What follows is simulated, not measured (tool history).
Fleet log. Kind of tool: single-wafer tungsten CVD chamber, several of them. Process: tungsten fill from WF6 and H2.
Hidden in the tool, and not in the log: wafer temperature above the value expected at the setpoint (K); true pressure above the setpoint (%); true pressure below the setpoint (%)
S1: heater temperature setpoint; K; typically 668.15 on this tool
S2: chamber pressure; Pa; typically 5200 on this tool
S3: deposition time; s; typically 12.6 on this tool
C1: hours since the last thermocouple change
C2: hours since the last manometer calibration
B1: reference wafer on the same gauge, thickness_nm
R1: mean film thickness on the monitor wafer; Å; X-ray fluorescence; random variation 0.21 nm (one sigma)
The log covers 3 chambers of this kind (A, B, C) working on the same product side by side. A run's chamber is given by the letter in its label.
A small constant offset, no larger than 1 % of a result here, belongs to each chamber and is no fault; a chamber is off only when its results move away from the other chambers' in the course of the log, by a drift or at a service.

{"run": "1B", "hour": 7.4, "S1": 668.15, "S2": 5200, "S3": 12.6, "C1": 417.3, "C2": 325.3, "B1": 34.709, "R1": 378.34}
{"run": "2C", "hour": 11.4, "S1": 668.15, "S2": 5200, "S3": 12.6, "C1": 608.3, "C2": 552.3, "B1": 34.678, "R1": 375.74}
{"run": "3A", "hour": 15.4, "S1": 668.15, "S2": 5200, "S3": 12.6, "C1": 1118.3, "C2": 1628.2, "B1": 34.695, "R1": 377.98}
{"run": "4C", "hour": 21.1, "S1": 668.15, "S2": 5200, "S3": 12.6, "C1": 618.0, "C2": 562.0, "B1": 34.693, "R1": 378.21}
{"run": "5A", "hour": 29.0, "S1": 668.15, "S2": 5200, "S3": 12.6, "C1": 1131.9, "C2": 1641.8, "B1": 34.665, "R1": 380.24}
{"run": "6B", "hour": 36.6, "S1": 668.15, "S2": 5200, "S3": 12.6, "C1": 446.5, "C2": 354.5, "B1": 34.66, "R1": 376.56}
{"run": "7C", "hour": 40.5, "S1": 668.15, "S2": 5200, "S3": 12.6, "C1": 637.4, "C2": 581.4, "B1": 34.681, "R1": 377.41}
{"run": "8B", "hour": 45.2, "S1": 668.15, "S2": 5200, "S3": 12.6, "C1": 455.1, "C2": 363.1, "B1": 34.671, "R1": 380.63}
{"run": "9A", "hour": 51.1, "S1": 668.15, "S2": 5200, "S3": 12.6, "C1": 1154.0, "C2": 1663.9, "B1": 34.75, "R1": 378.53}
{"run": "10A", "hour": 57.2, "S1": 668.15, "S2": 5200, "S3": 12.6, "C1": 1160.1, "C2": 1670.0, "B1": 34.687, "R1": 375.34}
{"run": "11C", "hour": 62.3, "S1": 668.15, "S2": 5200, "S3": 12.6, "C1": 659.2, "C2": 603.2, "B1": 34.681, "R1": 373.09}
{"run": "12B", "hour": 69.6, "S1": 668.15, "S2": 5200, "S3": 12.6, "C1": 479.5, "C2": 387.5, "B1": 34.693, "R1": 375.47}
{"run": "13A", "hour": 75.7, "S1": 668.15, "S2": 5200, "S3": 12.6, "C1": 1178.6, "C2": 1688.5, "B1": 34.704, "R1": 379.31}
{"run": "14B", "hour": 82.3, "S1": 668.15, "S2": 5200, "S3": 12.6, "C1": 492.2, "C2": 400.2, "B1": 34.676, "R1": 378.17}
{"run": "15C", "hour": 88.8, "S1": 663.15, "S2": 5200, "S3": 14.1, "C1": 685.7, "C2": 629.7, "B1": 34.674, "R1": 383.38}
{"run": "16B", "hour": 96.4, "S1": 663.15, "S2": 5200, "S3": 14.1, "C1": 506.3, "C2": 414.3, "B1": 34.728, "R1": 388.6}
{"run": "17C", "hour": 103.9, "S1": 663.15, "S2": 5200, "S3": 14.1, "C1": 700.8, "C2": 644.8, "B1": 34.747, "R1": 378.88}
{"run": "18A", "hour": 108.6, "S1": 668.15, "S2": 5200, "S3": 12.6, "C1": 1211.5, "C2": 1721.4, "B1": 34.698, "R1": 378.33}
{"run": "19C", "hour": 116.0, "S1": 668.15, "S2": 5200, "S3": 12.6, "C1": 712.9, "C2": 656.9, "B1": 34.665, "R1": 380.72}
{"run": "20B", "hour": 120.3, "S1": 668.15, "S2": 5200, "S3": 12.6, "C1": 530.2, "C2": 438.2, "B1": 34.653, "R1": 384.26}
{"run": "21A", "hour": 124.3, "S1": 668.15, "S2": 5200, "S3": 12.6, "C1": 1227.2, "C2": 1737.1, "B1": 34.668, "R1": 379.31}
{"run": "22B", "hour": 132.4, "S1": 668.15, "S2": 5200, "S3": 12.6, "C1": 542.3, "C2": 450.3, "B1": 34.692, "R1": 385.98}
{"run": "23A", "hour": 139.0, "S1": 668.15, "S2": 5200, "S3": 12.6, "C1": 1241.9, "C2": 1751.8, "B1": 34.686, "R1": 380.17}
{"run": "24C", "hour": 146.1, "S1": 668.15, "S2": 5200, "S3": 12.6, "C1": 743.0, "C2": 687.0, "B1": 34.669, "R1": 375.8}
{"run": "25B", "hour": 150.0, "S1": 668.15, "S2": 5200, "S3": 12.6, "C1": 559.9, "C2": 467.9, "B1": 34.721, "R1": 385.6}
{"run": "26C", "hour": 153.8, "S1": 668.15, "S2": 5200, "S3": 12.6, "C1": 750.7, "C2": 694.7, "B1": 34.741, "R1": 373.36}
{"run": "27A", "hour": 160.2, "S1": 668.15, "S2": 5200, "S3": 12.6, "C1": 1263.1, "C2": 1773.0, "B1": 34.727, "R1": 376.1}
{"run": "28B", "hour": 164.9, "S1": 668.15, "S2": 5200, "S3": 12.6, "C1": 574.8, "C2": 482.8, "B1": 34.698, "R1": 392.16}
{"run": "29C", "hour": 170.9, "S1": 668.15, "S2": 4213, "S3": 12.6, "C1": 767.8, "C2": 711.8, "B1": 34.744, "R1": 337.6}
{"run": "30A", "hour": 175.8, "S1": 668.15, "S2": 4213, "S3": 12.6, "C1": 1278.7, "C2": 1788.6, "B1": 34.74, "R1": 344.93}
{"run": "31A", "hour": 179.9, "S1": 668.15, "S2": 4213, "S3": 12.6, "C1": 1282.8, "C2": 1792.7, "B1": 34.716, "R1": 344.41}
{"run": "32C", "hour": 184.2, "S1": 668.15, "S2": 5200, "S3": 12.6, "C1": 781.1, "C2": 725.1, "B1": 34.743, "R1": 373.52}
{"run": "33B", "hour": 190.6, "S1": 668.15, "S2": 5200, "S3": 12.6, "C1": 600.5, "C2": 508.5, "B1": 34.721, "R1": 394.46}
{"run": "34B", "hour": 197.1, "S1": 668.15, "S2": 5200, "S3": 12.6, "C1": 607.0, "C2": 515.0, "B1": 34.681, "R1": 396.5}
{"run": "35C", "hour": 202.5, "S1": 668.15, "S2": 5200, "S3": 12.6, "C1": 799.4, "C2": 743.4, "B1": 34.682, "R1": 375.34}
{"run": "36A", "hour": 209.0, "S1": 668.15, "S2": 5200, "S3": 12.6, "C1": 1311.9, "C2": 1821.8, "B1": 34.707, "R1": 379.32}
{"run": "37B", "hour": 213.7, "S1": 668.15, "S2": 5200, "S3": 12.6, "C1": 623.6, "C2": 531.6, "B1": 34.717, "R1": 398.27}
{"run": "38C", "hour": 219.3, "S1": 668.15, "S2": 5200, "S3": 12.6, "C1": 816.2, "C2": 760.2, "B1": 34.652, "R1": 377.62}

Read the log: is a single chamber off, either drifting away or since a service, is the gauge that measures every chamber drifting, or is nothing wrong beyond small per-chamber offsets? Name any odd chamber and what most likely caused it.

Little by little, chamber B moves away from the other chambers.
Most likely cause: wafer temperature above the value expected at the setpoint (K) = 2.87.

Below are 4 candidate recipes for chamber B's next run, each the usual settings with a change, their results shown as question marks. Which of them brings B's results back in line with what the other chambers give on the usual settings?
To be in line, a result may differ from the other chambers' mean on the usual settings by at most: R1 7.50 Å
{"run": "39B-1", "hour": 225.5, "S1": 668.15, "S2": 4986, "S3": 12.6, "R1": "?"}
{"run": "39B-2", "hour": 225.5, "S1": 668.15, "S2": 5200, "S3": 12.8, "R1": "?"}
{"run": "39B-3", "hour": 225.5, "S1": 670.15, "S2": 5200, "S3": 12.8, "R1": "?"}
{"run": "39B-4", "hour": 225.5, "S1": 666.15, "S2": 5200, "S3": 12.4, "R1": "?"}

The other chambers' mean on the usual settings: R1 376.73 Å
run=39B-1 R1=391.03
run=39B-2 R1=405.20
run=39B-3 R1=420.37
run=39B-4 R1=378.24
The answer is 39B-4, which returns the chamber to within the allowed miss of the others.
